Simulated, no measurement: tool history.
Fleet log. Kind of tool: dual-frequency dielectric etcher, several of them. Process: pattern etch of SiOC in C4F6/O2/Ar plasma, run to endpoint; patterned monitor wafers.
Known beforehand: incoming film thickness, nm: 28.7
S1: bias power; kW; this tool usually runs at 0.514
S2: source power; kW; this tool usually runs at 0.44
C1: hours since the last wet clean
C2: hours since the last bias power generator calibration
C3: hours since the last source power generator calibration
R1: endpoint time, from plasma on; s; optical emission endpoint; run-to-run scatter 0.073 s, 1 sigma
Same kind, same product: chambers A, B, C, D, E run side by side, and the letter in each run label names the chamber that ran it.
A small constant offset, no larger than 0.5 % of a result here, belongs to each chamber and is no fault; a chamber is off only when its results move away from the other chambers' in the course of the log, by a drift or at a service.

run 1D hour=6.9 | S1=0.514 S2=0.44 | C1=101 C2=343.1 C3=3767 | R1=9.2853
run 2C hour=11.9 | S1=0.514 S2=0.44 | C1=433.3 C2=5039.3 C3=427.5 | R1=9.2665
run 3B hour=18.7 | S1=0.514 S2=0.44 | C1=315.3 C2=1175.6 C3=2738.4 | R1=9.2064
run 4E hour=22.8 | S1=0.514 S2=0.44 | C1=210.9 C2=1199.5 C3=977.8 | R1=9.3576
run 5A hour=30.3 | S1=0.514 S2=0.44 | C1=403.5 C2=2012.3 C3=745 | R1=9.1591
run 6E hour=36.7 | S1=0.514 S2=0.44 | C1=224.8 C2=1213.4 C3=991.7 | R1=9.2833
run 7D hour=41.4 | S1=0.389 S2=0.34 | C1=135.5 C2=377.6 C3=3801.5 | R1=11.346
run 8C hour=46.7 | S1=0.389 S2=0.34 | C1=468.1 C2=5074.1 C3=462.3 | R1=11.187
run 9A hour=54.5 | S1=0.389 S2=0.34 | C1=427.7 C2=2036.5 C3=769.2 | R1=11.251
run 10B hour=59.1 | S1=0.389 S2=0.34 | C1=355.7 C2=1216 C3=2778.8 | R1=11.183
run 11A hour=63.7 | S1=0.389 S2=0.34 | C1=436.9 C2=2045.7 C3=778.4 | R1=11.072
run 12B hour=67.8 | S1=0.627 S2=0.5 | C1=364.4 C2=1224.7 C3=2787.5 | R1=8.0686
run 13D hour=73.9 | S1=0.627 S2=0.5 | C1=168 C2=410.1 C3=3834 | R1=8.2269
run 14C hour=80 | S1=0.627 S2=0.5 | C1=501.4 C2=5107.4 C3=495.6 | R1=8.1639
run 15E hour=83.5 | S1=0.627 S2=0.5 | C1=271.6 C2=1260.2 C3=1038.5 | R1=8.1771
run 16C hour=89.5 | S1=0.627 S2=0.5 | C1=510.9 C2=5116.9 C3=505.1 | R1=8.1831
run 17E hour=93.1 | S1=0.514 S2=0.44 | C1=281.2 C2=1269.8 C3=1048.1 | R1=9.2274
run 18D hour=96.6 | S1=0.514 S2=0.44 | C1=190.7 C2=432.8 C3=3856.7 | R1=9.2599
run 19B hour=101.5 | S1=0.514 S2=0.44 | C1=398.1 C2=1258.4 C3=2821.2 | R1=9.2485
run 20A hour=106.9 | S1=0.514 S2=0.44 | C1=480.1 C2=2088.9 C3=821.6 | R1=9.3214
run 21E hour=110.9 | S1=0.514 S2=0.44 | C1=299 C2=1287.6 C3=1065.9 | R1=9.2798
run 22C hour=115 | S1=0.514 S2=0.44 | C1=536.4 C2=5142.4 C3=530.6 | R1=9.3142
run 23D hour=120.8 | S1=0.567 S2=0.44 | C1=214.9 C2=457 C3=3880.9 | R1=8.9337
run 24B hour=125.3 | S1=0.567 S2=0.44 | C1=421.9 C2=1282.2 C3=2845 | R1=9.0358
run 25A hour=132.7 | S1=0.567 S2=0.44 | C1=505.9 C2=2114.7 C3=847.4 | R1=8.866
run 26B hour=136.9 | S1=0.567 S2=0.44 | C1=433.5 C2=1293.8 C3=2856.6 | R1=9.0292
run 27A hour=141.1 | S1=0.567 S2=0.44 | C1=514.3 C2=2123.1 C3=855.8 | R1=8.8907
run 28D hour=146.9 | S1=0.639 S2=0.44 | C1=241 C2=483.1 C3=3907 | R1=8.5308
run 29E hour=154.6 | S1=0.639 S2=0.44 | C1=342.7 C2=1331.3 C3=1109.6 | R1=8.5717
run 30C hour=161.6 | S1=0.639 S2=0.44 | C1=583 C2=5189 C3=577.2 | R1=8.4902
run 31E hour=165.1 | S1=0.639 S2=0.44 | C1=353.2 C2=1341.8 C3=1120.1 | R1=8.5389
run 32A hour=170.4 | S1=0.639 S2=0.44 | C1=543.6 C2=2152.4 C3=885.1 | R1=8.4794
-- hour=174.4 chamber C: wet clean of the chamber
run 33D hour=175.9 | S1=0.514 S2=0.44 | C1=270 C2=512.1 C3=3936 | R1=9.2108
run 34B hour=179.9 | S1=0.445 S2=0.39 | C1=476.5 C2=1336.8 C3=2899.6 | R1=10.605
run 35C hour=187.8 | S1=0.445 S2=0.39 | C1=13.4 C2=5215.2 C3=603.4 | R1=10.165
run 36B hour=194.5 | S1=0.445 S2=0.39 | C1=491.1 C2=1351.4 C3=2914.2 | R1=10.441
run 37E hour=200 | S1=0.445 S2=0.39 | C1=388.1 C2=1376.7 C3=1155 | R1=10.243
run 38A hour=206.9 | S1=0.445 S2=0.39 | C1=580.1 C2=2188.9 C3=921.6 | R1=10.066
run 39C hour=214.1 | S1=0.514 S2=0.44 | C1=39.7 C2=5241.5 C3=629.7 | R1=9.188

Is one chamber off against the others, does the gauge drift, or is nothing wrong? If a chamber is off, say which, and what the likeliest cause is.

Chamber B drifts away from the others.
Most likely cause: etch rate under this chamber's usual, % = 5.08.

Below are 4 candidate recipes for chamber B's next run, each the usual settings with a change, their results shown as question marks. Which of them brings B's results back in line with what the other chambers give on the usual settings?
To be in line, a result may differ from the other chambers' mean on the usual settings by at most: R1 0.26 s
run 40B-1 hour=219.8 | S1=0.445 S2=0.38 | R1=?
run 40B-2 hour=219.8 | S1=0.548 S2=0.47 | R1=?
run 40B-3 hour=219.8 | S1=0.448 S2=0.44 | R1=?
run 40B-4 hour=219.8 | S1=0.514 S2=0.56 | R1=?

Mean of the other chambers on the usual settings: R1 9.2462 s
run=40B-1 R1=10.787
run=40B-2 R1=9.2221
run=40B-3 R1=10.193
run=40B-4 R1=8.8584
40B-2 puts the chamber back in line with the other chambers.
